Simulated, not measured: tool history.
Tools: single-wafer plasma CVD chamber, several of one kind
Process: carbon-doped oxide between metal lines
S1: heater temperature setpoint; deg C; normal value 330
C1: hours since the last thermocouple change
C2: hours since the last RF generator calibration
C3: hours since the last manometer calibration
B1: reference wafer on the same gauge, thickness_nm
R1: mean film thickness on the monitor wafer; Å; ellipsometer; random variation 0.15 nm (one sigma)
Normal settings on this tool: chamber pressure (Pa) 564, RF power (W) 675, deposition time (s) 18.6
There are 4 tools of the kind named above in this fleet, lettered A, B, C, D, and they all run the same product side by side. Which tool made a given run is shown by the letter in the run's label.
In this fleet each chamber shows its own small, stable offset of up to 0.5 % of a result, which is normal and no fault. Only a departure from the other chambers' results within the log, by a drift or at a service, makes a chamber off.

Run 1C, day 0.146: usual settings; C1 253.7; C2 447.6; C3 1239.0; B1 136.02. Result: R1 1191.9 Å.
Run 2D, day 0.238: usual settings; C1 240.3; C2 1118.0; C3 338.1; B1 135.96. Result: R1 1199.8 Å.
Run 3A, day 0.400: usual settings; C1 540.5; C2 844.7; C3 1286.1; B1 135.97. Result: R1 1195.1 Å.
Run 4B, day 0.542: usual settings; C1 983.9; C2 159.5; C3 934.3; B1 135.97. Result: R1 1197.9 Å.
Run 5B, day 0.633: usual settings but chamber pressure (Pa) 645; C1 986.1; C2 161.7; C3 936.5; B1 135.97. Result: R1 1221.2 Å.
Run 6D, day 0.725: usual settings but chamber pressure (Pa) 645; C1 252.0; C2 1129.7; C3 349.8; B1 135.97. Result: R1 1222.9 Å.
Run 7C, day 0.846: usual settings but chamber pressure (Pa) 645; C1 270.5; C2 464.4; C3 1255.8; B1 135.94. Result: R1 1211.3 Å.
Run 8A, day 0.958: usual settings but chamber pressure (Pa) 645; C1 553.9; C2 858.1; C3 1299.5; B1 135.90. Result: R1 1218.8 Å.
At day 1.038: chamber B: thermocouple changed; heater temperature recalibrated.
Run 9A, day 1.125: usual settings; C1 557.9; C2 862.1; C3 1303.5; B1 135.80. Result: R1 1194.7 Å.
Run 10B, day 1.221: usual settings but S1 316 deg C; C1 4.5; C2 175.8; C3 950.6; B1 135.83. Result: R1 1264.5 Å.
Run 11D, day 1.312: usual settings but S1 316 deg C; C1 266.1; C2 1143.8; C3 363.9; B1 135.81. Result: R1 1260.7 Å.
Run 12C, day 1.425: usual settings but S1 316 deg C; C1 284.4; C2 478.3; C3 1269.7; B1 135.82. Result: R1 1255.4 Å.
Run 13D, day 1.600: usual settings but S1 316 deg C; C1 273.0; C2 1150.7; C3 370.8; B1 135.74. Result: R1 1265.1 Å.
Run 14C, day 1.733: usual settings; C1 291.8; C2 485.7; C3 1277.1; B1 135.79. Result: R1 1191.0 Å.
Run 15A, day 1.871: usual settings; C1 575.8; C2 880.0; C3 1321.4; B1 135.76. Result: R1 1193.5 Å.
Run 16B, day 2.008: usual settings; C1 23.4; C2 194.7; C3 969.5; B1 135.70. Result: R1 1195.6 Å.
Run 17A, day 2.100: usual settings; C1 581.3; C2 885.5; C3 1326.9; B1 135.74. Result: R1 1193.4 Å.
Run 18C, day 2.254: usual settings; C1 304.3; C2 498.2; C3 1289.6; B1 135.65. Result: R1 1190.8 Å.
Run 19D, day 2.358: usual settings; C1 291.2; C2 1168.9; C3 389.0; B1 135.63. Result: R1 1197.9 Å.
Run 20B, day 2.538: usual settings; C1 36.1; C2 207.4; C3 982.2; B1 135.66. Result: R1 1197.3 Å.
Run 21D, day 2.712: usual settings; C1 299.7; C2 1177.4; C3 397.5; B1 135.63. Result: R1 1195.1 Å.
Run 22C, day 2.821: usual settings; C1 317.9; C2 511.8; C3 1303.2; B1 135.60. Result: R1 1188.6 Å.
Run 23B, day 2.929: usual settings; C1 45.5; C2 216.8; C3 991.6; B1 135.57. Result: R1 1196.5 Å.
Run 24A, day 3.042: usual settings but chamber pressure (Pa) 643, RF power (W) 780; C1 603.9; C2 908.1; C3 1349.5; B1 135.59. Result: R1 1322.9 Å.
Run 25B, day 3.121: usual settings but chamber pressure (Pa) 643, RF power (W) 780; C1 50.1; C2 221.4; C3 996.2; B1 135.58. Result: R1 1328.6 Å.
Run 26A, day 3.200: usual settings but chamber pressure (Pa) 643, RF power (W) 780; C1 607.7; C2 911.9; C3 1353.3; B1 135.58. Result: R1 1325.2 Å.
Run 27D, day 3.329: usual settings but chamber pressure (Pa) 643, RF power (W) 780; C1 314.5; C2 1192.2; C3 412.3; B1 135.52. Result: R1 1324.4 Å.
Run 28C, day 3.488: usual settings; C1 333.9; C2 527.8; C3 1319.2; B1 135.54. Result: R1 1189.5 Å.
Run 29A, day 3.625: usual settings; C1 617.9; C2 922.1; C3 1363.5; B1 135.51. Result: R1 1191.3 Å.
Run 30B, day 3.767: usual settings but S1 335 deg C, chamber pressure (Pa) 620; C1 65.6; C2 236.9; C3 1011.7; B1 135.46. Result: R1 1190.2 Å.
Run 31C, day 3.921: usual settings but S1 335 deg C, chamber pressure (Pa) 620; C1 344.3; C2 538.2; C3 1329.6; B1 135.46. Result: R1 1184.8 Å.
Run 32D, day 4.054: usual settings but S1 335 deg C, chamber pressure (Pa) 620; C1 331.9; C2 1209.6; C3 429.7; B1 135.46. Result: R1 1188.9 Å.
Run 33B, day 4.146: usual settings but S1 335 deg C, chamber pressure (Pa) 620; C1 74.7; C2 246.0; C3 1020.8; B1 135.35. Result: R1 1189.8 Å.
Run 34A, day 4.254: usual settings; C1 633.0; C2 937.2; C3 1378.6; B1 135.37. Result: R1 1193.1 Å.
Run 35D, day 4.379: usual settings but S1 322 deg C; C1 339.7; C2 1217.4; C3 437.5; B1 135.38. Result: R1 1229.4 Å.
Run 36C, day 4.562: usual settings but S1 322 deg C; C1 359.7; C2 553.6; C3 1345.0; B1 135.36. Result: R1 1222.5 Å.
Run 37B, day 4.679: usual settings but S1 322 deg C; C1 87.5; C2 258.8; C3 1033.6; B1 135.35. Result: R1 1233.6 Å.
Run 38C, day 4.792: usual settings but S1 322 deg C; C1 365.2; C2 559.1; C3 1350.5; B1 135.37. Result: R1 1221.1 Å.
Run 39D, day 4.892: usual settings; C1 352.0; C2 1229.7; C3 449.8; B1 135.32. Result: R1 1195.8 Å.

Read the log: is a single chamber off, either drifting away or since a service, is the gauge that measures every chamber drifting, or is nothing wrong beyond small per-chamber offsets? Name any odd chamber and what most likely caused it.

None of the chambers is off. What moves is the gauge, dragging all their readings along together.
Cause: gauge reads low (%) = 0.513.
